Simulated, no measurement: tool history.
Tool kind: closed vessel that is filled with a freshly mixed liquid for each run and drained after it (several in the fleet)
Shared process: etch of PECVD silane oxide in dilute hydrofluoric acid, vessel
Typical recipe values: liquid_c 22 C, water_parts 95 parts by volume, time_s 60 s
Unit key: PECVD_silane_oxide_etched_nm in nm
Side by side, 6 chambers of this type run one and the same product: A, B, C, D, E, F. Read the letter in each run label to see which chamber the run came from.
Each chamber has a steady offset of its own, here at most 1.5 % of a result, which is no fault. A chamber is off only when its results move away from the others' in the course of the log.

| run | hour | liquid_c | water_parts | time_s | read-back film thickness of the PECVD silane oxide reference wafer, read on the same gauge (nm) | PECVD_silane_oxide_etched_nm |
|---|---|---|---|---|---|---|
| 1E | 5.0 | 22 | 95 | 60 | 39.971 | 28.768 |
|  | 8.4 | chamber C: thermometer replaced |
| 2A | 8.9 | 22 | 95 | 60 | 39.983 | 28.355 |
| 3B | 14.3 | 22 | 95 | 60 | 40.006 | 28.526 |
|  | 16.1 | chamber E: hydrofluoric acid flow meter replaced |
| 4F | 18.6 | 22 | 95 | 60 | 40.003 | 28.274 |
| 5C | 23.8 | 22 | 95 | 60 | 39.985 | 27.741 |
|  | 24.5 | chamber B: hydrofluoric acid flow meter replaced |
| 6D | 26.7 | 22 | 95 | 60 | 40.007 | 28.526 |
|  | 28.8 | chamber C: hydrofluoric acid flow meter replaced |
| 7B | 30.5 | 22 | 95 | 60 | 40.040 | 28.646 |
| 8D | 33.7 | 22 | 95 | 60 | 40.018 | 28.252 |
| 9A | 37.6 | 22 | 95 | 60 | 40.003 | 28.379 |
| 10E | 42.8 | 22 | 95 | 35 | 40.032 | 17.340 |
| 11F | 47.8 | 22 | 95 | 35 | 40.005 | 16.503 |
| 12C | 51.9 | 22 | 95 | 35 | 39.967 | 16.375 |
| 13F | 57.3 | 22 | 95 | 35 | 39.950 | 16.632 |
| 14D | 61.7 | 22 | 95 | 35 | 39.986 | 16.706 |
| 15E | 65.2 | 22 | 95 | 35 | 40.044 | 17.240 |
| 16C | 68.8 | 22 | 95 | 60 | 39.990 | 28.019 |
| 17B | 73.3 | 22 | 95 | 60 | 39.970 | 28.479 |
| 18A | 76.0 | 22 | 95 | 60 | 40.008 | 28.286 |
| 19B | 80.2 | 20 | 115 | 60 | 39.975 | 21.438 |
| 20D | 85.6 | 20 | 115 | 60 | 39.963 | 21.229 |
| 21F | 88.1 | 20 | 115 | 60 | 40.030 | 21.152 |
| 22C | 91.4 | 20 | 115 | 60 | 39.987 | 20.622 |
| 23A | 95.7 | 20 | 115 | 60 | 40.011 | 21.179 |
| 24E | 99.9 | 20 | 115 | 60 | 40.021 | 22.612 |
| 25A | 102.6 | 22 | 95 | 60 | 40.013 | 28.186 |
| 26F | 106.8 | 22 | 95 | 60 | 39.992 | 28.582 |
| 27C | 110.3 | 22 | 95 | 60 | 39.998 | 28.146 |
| 28E | 115.9 | 22 | 95 | 60 | 40.034 | 30.794 |
| 29D | 118.4 | 22 | 95 | 60 | 39.993 | 28.209 |
| 30B | 121.7 | 22 | 95 | 60 | 40.065 | 28.377 |
| 31B | 124.3 | 22 | 95 | 60 | 40.001 | 28.571 |
| 32E | 128.3 | 22 | 95 | 60 | 39.992 | 30.765 |
| 33F | 132.1 | 22 | 95 | 60 | 40.010 | 28.485 |
| 34A | 137.1 | 22 | 95 | 60 | 39.991 | 28.445 |
| 35C | 140.7 | 22 | 95 | 60 | 39.985 | 28.392 |
| 36D | 144.7 | 22 | 95 | 60 | 40.052 | 28.501 |
| 37A | 149.1 | 22 | 95 | 60 | 40.006 | 28.220 |
| 38B | 154.0 | 22 | 95 | 60 | 40.027 | 28.565 |
| 39C | 157.5 | 22 | 95 | 60 | 40.009 | 28.057 |
| 40E | 162.3 | 22 | 95 | 60 | 39.974 | 31.573 |

Read the log: is a single chamber off, either drifting away or since a service, is the gauge that measures every chamber drifting, or is nothing wrong beyond small per-chamber offsets? Name any odd chamber and what most likely caused it.

One chamber, E, drifts off from the rest bit by bit.
Likeliest cause: liquid hotter than its thermometer reads (K) = 2.47.

Here are 4 candidates for chamber E's next run, each the usual settings with a change, their results left as question marks. Which one brings its results back in line with what the others give on the usual settings?
A result is in line if it is within this distance of the other chambers' mean on the usual settings: PECVD_silane_oxide_etched_nm 0.680 nm
| 41E-1 | 166.4 | 25.0 | 95 | 60 |  | ? |
| 41E-2 | 166.4 | 22.0 | 80 | 60 |  | ? |
| 41E-3 | 166.4 | 17.5 | 95 | 60 |  | ? |
| 41E-4 | 166.4 | 19.0 | 95 | 60 |  | ? |

The other chambers' mean on the usual settings: PECVD_silane_oxide_etched_nm 28.354 nm
| run | PECVD_silane_oxide_etched_nm |
|---|---|
| 41E-1 | 35.446 |
| 41E-2 | 38.353 |
| 41E-3 | 26.402 |
| 41E-4 | 28.050 |
With 41E-4, the chamber falls back in line with the rest.

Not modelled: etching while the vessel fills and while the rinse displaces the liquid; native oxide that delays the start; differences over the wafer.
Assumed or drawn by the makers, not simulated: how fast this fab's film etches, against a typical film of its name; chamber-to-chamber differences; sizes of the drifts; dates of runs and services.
